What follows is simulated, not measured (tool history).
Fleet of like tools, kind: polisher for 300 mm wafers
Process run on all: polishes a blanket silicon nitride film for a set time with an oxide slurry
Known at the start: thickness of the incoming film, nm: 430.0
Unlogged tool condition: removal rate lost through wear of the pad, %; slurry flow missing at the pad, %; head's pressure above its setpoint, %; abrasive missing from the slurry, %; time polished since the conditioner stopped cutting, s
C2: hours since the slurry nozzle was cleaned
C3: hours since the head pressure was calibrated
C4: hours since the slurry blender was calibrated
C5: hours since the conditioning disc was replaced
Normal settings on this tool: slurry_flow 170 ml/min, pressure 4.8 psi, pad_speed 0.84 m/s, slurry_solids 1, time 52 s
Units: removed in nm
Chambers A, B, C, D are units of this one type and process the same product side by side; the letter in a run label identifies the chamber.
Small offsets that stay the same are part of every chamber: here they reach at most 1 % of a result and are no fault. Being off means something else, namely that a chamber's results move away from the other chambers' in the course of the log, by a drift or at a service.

-- hour=3.1 chamber C: slurry nozzle cleaned
run 1A hour=6.1 | slurry_flow=170 pressure=4.8 pad_speed=0.84 slurry_solids=1 time=52 | wafers_polished_on_this_pad=133 C2=129 C3=545.1 C4=136 C5=425.6 | removed=45.283
run 2D hour=11.6 | slurry_flow=170 pressure=4.8 pad_speed=0.84 slurry_solids=1 time=52 | wafers_polished_on_this_pad=823 C2=45.8 C3=498.8 C4=126 C5=13.3 | removed=46.753
run 3C hour=16.9 | slurry_flow=170 pressure=4.8 pad_speed=0.84 slurry_solids=1 time=52 | wafers_polished_on_this_pad=795 C2=13.8 C3=518.1 C4=89.3 C5=131.9 | removed=45.802
-- hour=19.3 chamber D: worn pad replaced by a new one
-- hour=22.2 chamber B: worn pad replaced by a new one
run 4B hour=25.3 | slurry_flow=170 pressure=4.8 pad_speed=0.84 slurry_solids=1 time=52 | wafers_polished_on_this_pad=43 C2=129.2 C3=122.1 C4=48.2 C5=350.6 | removed=47.07
run 5D hour=31.4 | slurry_flow=170 pressure=4.8 pad_speed=0.84 slurry_solids=1 time=52 | wafers_polished_on_this_pad=170 C2=65.6 C3=518.6 C4=145.8 C5=33.1 | removed=46.627
-- hour=31.5 chamber C: worn pad replaced by a new one
run 6A hour=41 | slurry_flow=170 pressure=4.8 pad_speed=0.84 slurry_solids=1 time=52 | wafers_polished_on_this_pad=623 C2=163.9 C3=580 C4=170.9 C5=460.5 | removed=45.523
run 7B hour=46 | slurry_flow=170 pressure=4.8 pad_speed=0.84 slurry_solids=1 time=52 | wafers_polished_on_this_pad=334 C2=149.9 C3=142.8 C4=68.9 C5=371.3 | removed=47.145
run 8C hour=56 | slurry_flow=170 pressure=4.8 pad_speed=0.84 slurry_solids=1 time=52 | wafers_polished_on_this_pad=345 C2=52.9 C3=557.2 C4=128.4 C5=171 | removed=46.071
-- hour=63.1 chamber A: worn pad replaced by a new one
-- hour=64.4 chamber A: slurry blender recalibrated
run 9C hour=64.5 | slurry_flow=170 pressure=4.8 pad_speed=0.66 slurry_solids=1.3 time=52 | wafers_polished_on_this_pad=464 C2=61.4 C3=565.7 C4=136.9 C5=179.5 | removed=42.204
-- hour=69.4 chamber A: conditioning disc replaced and pad reconditioned
run 10A hour=69.6 | slurry_flow=170 pressure=4.8 pad_speed=0.66 slurry_solids=1.3 time=52 | wafers_polished_on_this_pad=91 C2=192.5 C3=608.6 C4=5.3 C5=0.3 | removed=42.075
run 11D hour=74.8 | slurry_flow=170 pressure=4.8 pad_speed=0.66 slurry_solids=1.3 time=52 | wafers_polished_on_this_pad=780 C2=109 C3=562 C4=189.2 C5=76.5 | removed=41.955
run 12B hour=82.5 | slurry_flow=170 pressure=4.8 pad_speed=0.66 slurry_solids=1.3 time=52 | wafers_polished_on_this_pad=846 C2=186.4 C3=179.3 C4=105.4 C5=407.8 | removed=42.326
run 13B hour=88.2 | slurry_flow=170 pressure=4.8 pad_speed=0.84 slurry_solids=1 time=52 | wafers_polished_on_this_pad=926 C2=192.1 C3=185 C4=111.1 C5=413.5 | removed=45.929
run 14D hour=92.7 | slurry_flow=170 pressure=4.8 pad_speed=0.84 slurry_solids=1 time=52 | wafers_polished_on_this_pad=1031 C2=126.9 C3=579.9 C4=207.1 C5=94.4 | removed=46.931
-- hour=94.2 chamber C: conditioning disc replaced and pad reconditioned
-- hour=99.2 chamber D: worn pad replaced by a new one
run 15C hour=100.8 | slurry_flow=200 pressure=3.4 pad_speed=0.84 slurry_solids=1 time=52 | wafers_polished_on_this_pad=974 C2=97.7 C3=602 C4=173.2 C5=6.6 | removed=33.488
-- hour=102.4 chamber C: worn pad replaced by a new one
run 16A hour=107.1 | slurry_flow=200 pressure=3.4 pad_speed=0.84 slurry_solids=1 time=52 | wafers_polished_on_this_pad=618 C2=230 C3=646.1 C4=42.8 C5=37.8 | removed=33.96
-- hour=111.6 chamber B: worn pad replaced by a new one
run 17B hour=112 | slurry_flow=200 pressure=3.4 pad_speed=0.84 slurry_solids=1 time=52 | wafers_polished_on_this_pad=6 C2=215.9 C3=208.8 C4=134.9 C5=437.3 | removed=32.886
run 18D hour=118.5 | slurry_flow=200 pressure=3.4 pad_speed=0.84 slurry_solids=1 time=52 | wafers_polished_on_this_pad=271 C2=152.7 C3=605.7 C4=232.9 C5=120.2 | removed=33.377
run 19A hour=125.2 | slurry_flow=170 pressure=4.8 pad_speed=0.84 slurry_solids=1 time=52 | wafers_polished_on_this_pad=872 C2=248.1 C3=664.2 C4=60.9 C5=55.9 | removed=46.651
run 20C hour=132 | slurry_flow=170 pressure=4.8 pad_speed=0.84 slurry_solids=1 time=52 | wafers_polished_on_this_pad=416 C2=128.9 C3=633.2 C4=204.4 C5=37.8 | removed=45.01
-- hour=133.1 chamber A: worn pad replaced by a new one
-- hour=137.6 chamber A: slurry nozzle cleaned
run 21C hour=141.1 | slurry_flow=170 pressure=4.8 pad_speed=0.84 slurry_solids=1 time=52 | wafers_polished_on_this_pad=544 C2=138 C3=642.3 C4=213.5 C5=46.9 | removed=45.382
run 22D hour=148.3 | slurry_flow=170 pressure=4.8 pad_speed=0.96 slurry_solids=0.8 time=52 | wafers_polished_on_this_pad=689 C2=182.5 C3=635.5 C4=262.7 C5=150 | removed=45.96
run 23A hour=153.2 | slurry_flow=170 pressure=4.8 pad_speed=0.96 slurry_solids=0.8 time=52 | wafers_polished_on_this_pad=283 C2=15.6 C3=692.2 C4=88.9 C5=83.9 | removed=46.315
-- hour=160.3 chamber D: conditioning disc replaced and pad reconditioned
run 24B hour=161.6 | slurry_flow=170 pressure=4.8 pad_speed=0.96 slurry_solids=0.8 time=52 | wafers_polished_on_this_pad=703 C2=265.5 C3=258.4 C4=184.5 C5=486.9 | removed=45.373
-- hour=166.2 chamber C: worn pad replaced by a new one
run 25D hour=168.7 | slurry_flow=170 pressure=4.8 pad_speed=0.96 slurry_solids=0.8 time=52 | wafers_polished_on_this_pad=976 C2=202.9 C3=655.9 C4=283.1 C5=8.5 | removed=45.583
-- hour=171.1 chamber D: worn pad replaced by a new one
run 26B hour=177.6 | slurry_flow=170 pressure=4.8 pad_speed=0.84 slurry_solids=1 time=52 | wafers_polished_on_this_pad=927 C2=281.5 C3=274.4 C4=200.5 C5=502.9 | removed=44.878
-- hour=182.3 chamber B: conditioning disc replaced and pad reconditioned
run 27A hour=182.8 | slurry_flow=170 pressure=4.8 pad_speed=0.84 slurry_solids=1 time=52 | wafers_polished_on_this_pad=699 C2=45.2 C3=721.8 C4=118.5 C5=113.5 | removed=46.51
run 28C hour=191.5 | slurry_flow=170 pressure=4.8 pad_speed=0.84 slurry_solids=1 time=52 | wafers_polished_on_this_pad=356 C2=188.4 C3=692.7 C4=263.9 C5=97.3 | removed=43.703
-- hour=191.9 chamber D: slurry blender recalibrated
-- hour=192.9 chamber B: slurry blender recalibrated
-- hour=194.4 chamber D: head pressure recalibrated
-- hour=198.2 chamber B: worn pad replaced by a new one
run 29B hour=199.4 | slurry_flow=170 pressure=4.8 pad_speed=0.84 slurry_solids=1 time=52 | wafers_polished_on_this_pad=17 C2=303.3 C3=296.2 C4=6.6 C5=17.1 | removed=46.098
run 30A hour=208.7 | slurry_flow=170 pressure=4.8 pad_speed=0.84 slurry_solids=1 time=52 | wafers_polished_on_this_pad=1063 C2=71.1 C3=747.7 C4=144.4 C5=139.4 | removed=46.133
-- hour=209.3 chamber A: worn pad replaced by a new one
-- hour=211.2 chamber B: slurry nozzle cleaned
run 31D hour=214.6 | slurry_flow=170 pressure=4.8 pad_speed=0.84 slurry_solids=1 time=52 | wafers_polished_on_this_pad=610 C2=248.8 C3=20.2 C4=22.7 C5=54.4 | removed=46.923
run 32C hour=219.3 | slurry_flow=145 pressure=4.8 pad_speed=0.84 slurry_solids=1 time=52 | wafers_polished_on_this_pad=747 C2=216.2 C3=720.5 C4=291.7 C5=125.1 | removed=41.903
run 33D hour=229.3 | slurry_flow=145 pressure=4.8 pad_speed=0.84 slurry_solids=1 time=52 | wafers_polished_on_this_pad=817 C2=263.5 C3=34.9 C4=37.4 C5=69.1 | removed=44.994
-- hour=233.6 chamber C: worn pad replaced by a new one
-- hour=236.8 chamber D: worn pad replaced by a new one
run 34A hour=238.6 | slurry_flow=145 pressure=4.8 pad_speed=0.84 slurry_solids=1 time=52 | wafers_polished_on_this_pad=412 C2=101 C3=777.6 C4=174.3 C5=169.3 | removed=45.485
run 35C hour=248.6 | slurry_flow=145 pressure=4.8 pad_speed=0.84 slurry_solids=1 time=52 | wafers_polished_on_this_pad=211 C2=245.5 C3=749.8 C4=321 C5=154.4 | removed=41.763
-- hour=253.5 chamber D: slurry nozzle cleaned
run 36B hour=255 | slurry_flow=170 pressure=4.8 pad_speed=0.84 slurry_solids=1 time=52 | wafers_polished_on_this_pad=798 C2=43.8 C3=351.8 C4=62.2 C5=72.7 | removed=45.496
run 37D hour=263.8 | slurry_flow=170 pressure=4.8 pad_speed=0.84 slurry_solids=1 time=52 | wafers_polished_on_this_pad=379 C2=10.4 C3=69.4 C4=71.9 C5=103.6 | removed=45.17
run 38A hour=269.9 | slurry_flow=170 pressure=4.8 pad_speed=0.84 slurry_solids=1 time=52 | wafers_polished_on_this_pad=851 C2=132.3 C3=808.9 C4=205.6 C5=200.6 | removed=46.333
-- hour=270.2 chamber C: conditioning disc replaced and pad reconditioned
run 39B hour=277.9 | slurry_flow=170 pressure=4.8 pad_speed=0.84 slurry_solids=1 time=52 | wafers_polished_on_this_pad=1120 C2=66.7 C3=374.7 C4=85.1 C5=95.6 | removed=45.441
-- hour=284.6 chamber B: worn pad replaced by a new one
run 40C hour=285.5 | slurry_flow=170 pressure=4.8 pad_speed=0.84 slurry_solids=1 time=52 | wafers_polished_on_this_pad=730 C2=282.4 C3=786.7 C4=357.9 C5=15.3 | removed=42.148
-- hour=285.8 chamber A: worn pad replaced by a new one
-- hour=287.3 chamber A: slurry blender recalibrated
run 41A hour=294.7 | slurry_flow=170 pressure=4.8 pad_speed=0.84 slurry_solids=1 time=52 | wafers_polished_on_this_pad=125 C2=157.1 C3=833.7 C4=7.5 C5=225.4 | removed=46.093
-- hour=302.8 chamber C: worn pad replaced by a new one
run 42B hour=304.2 | slurry_flow=135 pressure=5.4 pad_speed=0.84 slurry_solids=1 time=52 | wafers_polished_on_this_pad=276 C2=93 C3=401 C4=111.4 C5=121.9 | removed=49.333
-- hour=306.9 chamber D: worn pad replaced by a new one
-- hour=308.1 chamber D: conditioning disc replaced and pad reconditioned
run 43C hour=311.9 | slurry_flow=135 pressure=5.4 pad_speed=0.84 slurry_solids=1 time=52 | wafers_polished_on_this_pad=128 C2=308.8 C3=813.1 C4=384.3 C5=41.7 | removed=45.618
run 44D hour=316.5 | slurry_flow=135 pressure=5.4 pad_speed=0.84 slurry_solids=1 time=52 | wafers_polished_on_this_pad=135 C2=63.1 C3=122.1 C4=124.6 C5=8.4 | removed=51.25

Is one chamber off against the others, does the gauge drift, or is nothing wrong? If a chamber is off, say which, and what the likeliest cause is.

Little by little, chamber C moves away from the other chambers.
Cause: abrasive missing from the slurry, % = 18.2.
It could be hard to tell apart here from: slurry flow missing at the pad, %; head's pressure below its setpoint, %.

Below are 4 candidate recipes for chamber C's next run, each the usual settings with a change, their results shown as question marks. Which of them brings C's results back in line with what the other chambers give on the usual settings?
In-line tolerance around the mean of the other chambers on the usual settings: removed 1.9 nm
run 45C-1 hour=323.7 | slurry_flow=170 pressure=4.7 pad_speed=0.84 slurry_solids=1 time=52 | removed=?
run 45C-2 hour=323.7 | slurry_flow=170 pressure=4.9 pad_speed=0.84 slurry_solids=1 time=52 | removed=?
run 45C-3 hour=323.7 | slurry_flow=170 pressure=4.6 pad_speed=0.82 slurry_solids=1 time=50 | removed=?
run 45C-4 hour=323.7 | slurry_flow=170 pressure=5 pad_speed=0.84 slurry_solids=1 time=54 | removed=?

What the other chambers average on the usual settings: removed 45.96 nm
run=45C-1 removed=41.032
run=45C-2 removed=42.786
run=45C-3 removed=37.864
run=45C-4 removed=45.342
45C-4 puts the chamber back in line with the other chambers.
